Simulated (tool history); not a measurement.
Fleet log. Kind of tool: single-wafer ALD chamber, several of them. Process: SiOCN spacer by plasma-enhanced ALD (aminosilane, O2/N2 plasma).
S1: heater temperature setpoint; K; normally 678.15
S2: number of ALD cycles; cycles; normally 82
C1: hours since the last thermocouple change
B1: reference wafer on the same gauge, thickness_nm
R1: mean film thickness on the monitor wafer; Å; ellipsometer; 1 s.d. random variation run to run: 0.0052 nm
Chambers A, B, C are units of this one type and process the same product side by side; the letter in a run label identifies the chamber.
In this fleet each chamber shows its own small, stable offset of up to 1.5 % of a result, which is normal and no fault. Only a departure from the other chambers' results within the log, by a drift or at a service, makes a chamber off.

run 1B day=0.238 | S1=678.15 S2=82 | C1=1890.0 | B1=5.6497 | R1=48.608
run 2A day=0.708 | S1=678.15 S2=82 | C1=2048.3 | B1=5.6491 | R1=48.224
run 3C day=0.975 | S1=678.15 S2=82 | C1=704.0 | B1=5.6475 | R1=49.149
run 4B day=1.262 | S1=678.15 S2=82 | C1=1914.6 | B1=5.6481 | R1=48.601
run 5A day=1.592 | S1=678.15 S2=82 | C1=2069.5 | B1=5.6470 | R1=48.202
run 6C day=1.938 | S1=678.15 S2=82 | C1=727.1 | B1=5.6476 | R1=49.139
run 7A day=2.225 | S1=678.15 S2=82 | C1=2084.7 | B1=5.6463 | R1=48.178
run 8B day=2.692 | S1=678.15 S2=82 | C1=1948.9 | B1=5.6477 | R1=48.576
run 9C day=2.983 | S1=678.15 S2=82 | C1=752.2 | B1=5.6459 | R1=49.063
run 10C day=3.492 | S1=678.15 S2=82 | C1=764.4 | B1=5.6458 | R1=49.085
run 11B day=4.008 | S1=678.15 S2=82 | C1=1980.5 | B1=5.6435 | R1=48.606
run 12A day=4.358 | S1=678.15 S2=82 | C1=2135.9 | B1=5.6431 | R1=48.226
run 13A day=4.654 | S1=678.15 S2=82 | C1=2143.0 | B1=5.6416 | R1=48.082
run 14B day=5.000 | S1=678.15 S2=82 | C1=2004.3 | B1=5.6424 | R1=48.605
run 15C day=5.379 | S1=692.15 S2=76 | C1=809.7 | B1=5.6418 | R1=43.545
run 16B day=5.775 | S1=692.15 S2=76 | C1=2022.9 | B1=5.6414 | R1=43.144
run 17A day=6.117 | S1=692.15 S2=76 | C1=2178.1 | B1=5.6399 | R1=42.674
run 18C day=6.617 | S1=678.15 S2=82 | C1=839.4 | B1=5.6412 | R1=48.992
run 19A day=7.100 | S1=678.15 S2=82 | C1=2201.7 | B1=5.6410 | R1=48.064
run 20C day=7.508 | S1=678.15 S2=82 | C1=860.8 | B1=5.6387 | R1=49.079
run 21B day=7.992 | S1=678.15 S2=82 | C1=2076.1 | B1=5.6399 | R1=48.437
run 22A day=8.229 | S1=668.15 S2=70 | C1=2228.8 | B1=5.6377 | R1=41.711
run 23B day=8.750 | S1=668.15 S2=70 | C1=2094.3 | B1=5.6371 | R1=42.027
run 24C day=9.233 | S1=668.15 S2=70 | C1=902.2 | B1=5.6368 | R1=42.564
run 25B day=9.738 | S1=678.15 S2=82 | C1=2118.0 | B1=5.6348 | R1=48.472
run 26A day=10.096 | S1=678.15 S2=82 | C1=2273.6 | B1=5.6352 | R1=48.047
run 27C day=10.592 | S1=678.15 S2=82 | C1=934.8 | B1=5.6353 | R1=49.028
run 28A day=10.838 | S1=671.15 S2=73 | C1=2291.4 | B1=5.6352 | R1=43.524
run 29B day=11.338 | S1=671.15 S2=73 | C1=2156.4 | B1=5.6326 | R1=43.836
run 30C day=11.862 | S1=671.15 S2=73 | C1=965.3 | B1=5.6311 | R1=44.220
run 31A day=12.383 | S1=678.15 S2=82 | C1=2328.5 | B1=5.6306 | R1=48.095
run 32C day=12.612 | S1=678.15 S2=82 | C1=983.3 | B1=5.6318 | R1=49.055
run 33B day=13.096 | S1=678.15 S2=82 | C1=2198.6 | B1=5.6303 | R1=48.425
run 34A day=13.625 | S1=678.15 S2=82 | C1=2358.3 | B1=5.6314 | R1=48.066
run 35C day=13.850 | S1=692.15 S2=93 | C1=1013.0 | B1=5.6297 | R1=53.164
run 36B day=14.283 | S1=692.15 S2=93 | C1=2227.1 | B1=5.6289 | R1=52.661
run 37C day=14.542 | S1=692.15 S2=93 | C1=1029.6 | B1=5.6292 | R1=53.204
run 38A day=14.912 | S1=678.15 S2=75 | C1=2389.2 | B1=5.6288 | R1=43.858
run 39B day=15.162 | S1=678.15 S2=75 | C1=2248.2 | B1=5.6295 | R1=44.336
run 40B day=15.546 | S1=678.15 S2=75 | C1=2257.4 | B1=5.6268 | R1=44.297
run 41C day=15.779 | S1=678.15 S2=82 | C1=1059.3 | B1=5.6263 | R1=48.919
run 42A day=16.275 | S1=678.15 S2=82 | C1=2421.9 | B1=5.6269 | R1=48.045

All 3 chambers run these settings next. Forecast each chamber's results:
run 43A day=16.650 | S1=678.15 S2=82 | R1=?
run 43B day=16.650 | S1=678.15 S2=82 | R1=?
run 43C day=16.650 | S1=678.15 S2=82 | R1=?

run=43A R1=47.906
run=43B R1=48.437
run=43C R1=49.011

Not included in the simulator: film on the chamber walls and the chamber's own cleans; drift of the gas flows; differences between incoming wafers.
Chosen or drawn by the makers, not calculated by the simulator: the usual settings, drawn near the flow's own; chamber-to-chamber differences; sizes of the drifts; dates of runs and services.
